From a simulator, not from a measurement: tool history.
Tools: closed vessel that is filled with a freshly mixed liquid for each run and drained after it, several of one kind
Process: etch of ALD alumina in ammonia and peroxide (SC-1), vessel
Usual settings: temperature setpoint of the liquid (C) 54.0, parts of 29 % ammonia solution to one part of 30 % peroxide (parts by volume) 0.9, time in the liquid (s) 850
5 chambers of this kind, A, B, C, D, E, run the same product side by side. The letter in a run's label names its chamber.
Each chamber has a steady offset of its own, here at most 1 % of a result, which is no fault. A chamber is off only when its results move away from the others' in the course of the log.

run   hour  temperature setpoint of the liquid (C)  parts of 29 % ammonia solution to one part of 30 % peroxide (parts by volume)  time in the liquid (s)  hours since the thermometer was replaced  hours since the ammonia flow meter was replaced  hours since the drum of ammonia solution was connected  read-back film thickness of the ALD alumina reference wafer, read on the same gauge (nm)  thickness taken off the ALD alumina on a monitor wafer (nm)
 1B    4.0                                    54.0                                                                            0.9                     850                                     348.6                                            853.9                                                    12.0                                                                                    90.010                                                       56.962
 2D   11.7                                    54.0                                                                            0.9                     850                                     732.6                                            584.1                                                   229.3                                                                                    90.000                                                       56.659
 3C   18.9                                    54.0                                                                            0.9                     850                                    1751.9                                           1170.0                                                   610.1                                                                                    90.019                                                       56.105
 4A   25.5                                    54.0                                                                            0.9                     850                                     535.1                                           2249.2                                                   148.8                                                                                    89.986                                                       56.807
      27.0  -- chamber A: ammonia flow meter replaced
 5E   29.8                                    54.0                                                                            0.9                     850                                     924.8                                            796.9                                                   661.2                                                                                    90.013                                                       55.963
 6E   34.1                                    45.0                                                                            0.9                     850                                     929.1                                            801.2                                                   665.5                                                                                    89.976                                                       34.546
 7B   39.0                                    45.0                                                                            0.9                     850                                     383.6                                            888.9                                                    47.0                                                                                    90.029                                                       34.907
 8D   42.7                                    45.0                                                                            0.9                     850                                     763.6                                            615.1                                                   260.3                                                                                    89.990                                                       34.321
 9C   49.9                                    45.0                                                                            0.9                     850                                    1782.9                                           1201.0                                                   641.1                                                                                    90.007                                                       34.175
10A   53.7                                    45.0                                                                            0.9                     850                                     563.3                                             26.7                                                   177.0                                                                                    90.021                                                       34.821
11B   59.0                                    54.0                                                                            0.9                     850                                     403.6                                            908.9                                                    67.0                                                                                    89.989                                                       56.948
12A   64.2                                    54.0                                                                            0.9                     850                                     573.8                                             37.2                                                   187.5                                                                                    89.984                                                       56.542
13C   71.8                                    54.0                                                                            0.9                     850                                    1804.8                                           1222.9                                                   663.0                                                                                    90.021                                                       56.028
14E   75.3                                    54.0                                                                            0.9                     850                                     970.3                                            842.4                                                   706.7                                                                                    90.020                                                       55.593
15D   78.8                                    54.0                                                                            0.9                     850                                     799.7                                            651.2                                                   296.4                                                                                    90.012                                                       55.825
16C   84.7                                    54.0                                                                            0.9                     850                                    1817.7                                           1235.8                                                   675.9                                                                                    89.970                                                       56.395
17A   89.6                                    54.0                                                                            0.9                     850                                     599.2                                             62.6                                                   212.9                                                                                    89.996                                                       56.696
18B   93.5                                    59.5                                                                            0.9                     850                                     438.1                                            943.4                                                   101.5                                                                                    89.987                                                       75.274
19E   98.7                                    59.5                                                                            0.9                     850                                     993.7                                            865.8                                                   730.1                                                                                    90.017                                                       74.456
20D  105.2                                    59.5                                                                            0.9                     850                                     826.1                                            677.6                                                   322.8                                                                                    90.002                                                       74.133
21D  113.0                                    59.5                                                                            0.9                     850                                     833.9                                            685.4                                                   330.6                                                                                    89.981                                                       74.386
22B  120.8                                    59.5                                                                            0.9                     850                                     465.4                                            970.7                                                   128.8                                                                                    89.989                                                       75.857
23C  126.1                                    54.0                                                                            0.9                     850                                    1859.1                                           1277.2                                                   717.3                                                                                    89.986                                                       56.013
24A  132.2                                    54.0                                                                            0.9                     850                                     641.8                                            105.2                                                   255.5                                                                                    90.008                                                       56.719
25E  138.0                                    54.0                                                                            0.9                     850                                    1033.0                                            905.1                                                   769.4                                                                                    90.004                                                       56.354
26B  145.2                                    54.0                                                                            0.9                     850                                     489.8                                            995.1                                                   153.2                                                                                    89.978                                                       56.777
     147.6  -- chamber A: new drum of ammonia solution connected
27A  153.0                                    54.0                                                                            0.9                     850                                     662.6                                            126.0                                                     5.4                                                                                    90.019                                                       56.643
28E  158.1                                    54.0                                                                            0.9                     850                                    1053.1                                            925.2                                                   789.5                                                                                    89.997                                                       56.310
29D  164.9                                    54.0                                                                            0.9                     850                                     885.8                                            737.3                                                   382.5                                                                                    89.986                                                       54.729
30C  169.6                                    54.0                                                                            0.9                     850                                    1902.6                                           1320.7                                                   760.8                                                                                    90.037                                                       56.609
31B  176.6                                    54.0                                                                            0.9                     850                                     521.2                                           1026.5                                                   184.6                                                                                    90.014                                                       56.901
32D  182.6                                    54.0                                                                            0.9                     850                                     903.5                                            755.0                                                   400.2                                                                                    89.985                                                       54.439
33A  188.9                                    54.0                                                                            0.9                     850                                     698.5                                            161.9                                                    41.3                                                                                    90.000                                                       56.300
34E  193.2                                    54.0                                                                            0.9                     850                                    1088.2                                            960.3                                                   824.6                                                                                    89.991                                                       56.167
35C  200.3                                    54.0                                                                            0.9                     850                                    1933.3                                           1351.4                                                   791.5                                                                                    90.003                                                       56.526
36A  204.4                                    54.0                                                                            0.9                     850                                     714.0                                            177.4                                                    56.8                                                                                    90.015                                                       56.718
37B  210.3                                    54.0                                                                            0.9                     850                                     554.9                                           1060.2                                                   218.3                                                                                    89.992                                                       56.635
38D  217.1                                    54.0                                                                            0.5                     850                                     938.0                                            789.5                                                   434.7                                                                                    90.015                                                       51.341
39E  222.0                                    54.0                                                                            0.5                     850                                    1117.0                                            989.1                                                   853.4                                                                                    90.021                                                       52.983

Next, every chamber runs the same settings. What will each give?
40A  227.6                                    63.5                                                                            0.9                     850                                                                                                                                                                                                                                                                                                         ?
40B  227.6                                    63.5                                                                            0.9                     850                                                                                                                                                                                                                                                                                                         ?
40C  227.6                                    63.5                                                                            0.9                     850                                                                                                                                                                                                                                                                                                         ?
40D  227.6                                    63.5                                                                            0.9                     850                                                                                                                                                                                                                                                                                                         ?
40E  227.6                                    63.5                                                                            0.9                     850                                                                                                                                                                                                                                                                                                         ?

run  thickness taken off the ALD alumina on a monitor wafer (nm)
40A                                                       92.121
40B                                                       92.409
40C                                                       92.817
40D                                                       88.643
40E                                                       91.023
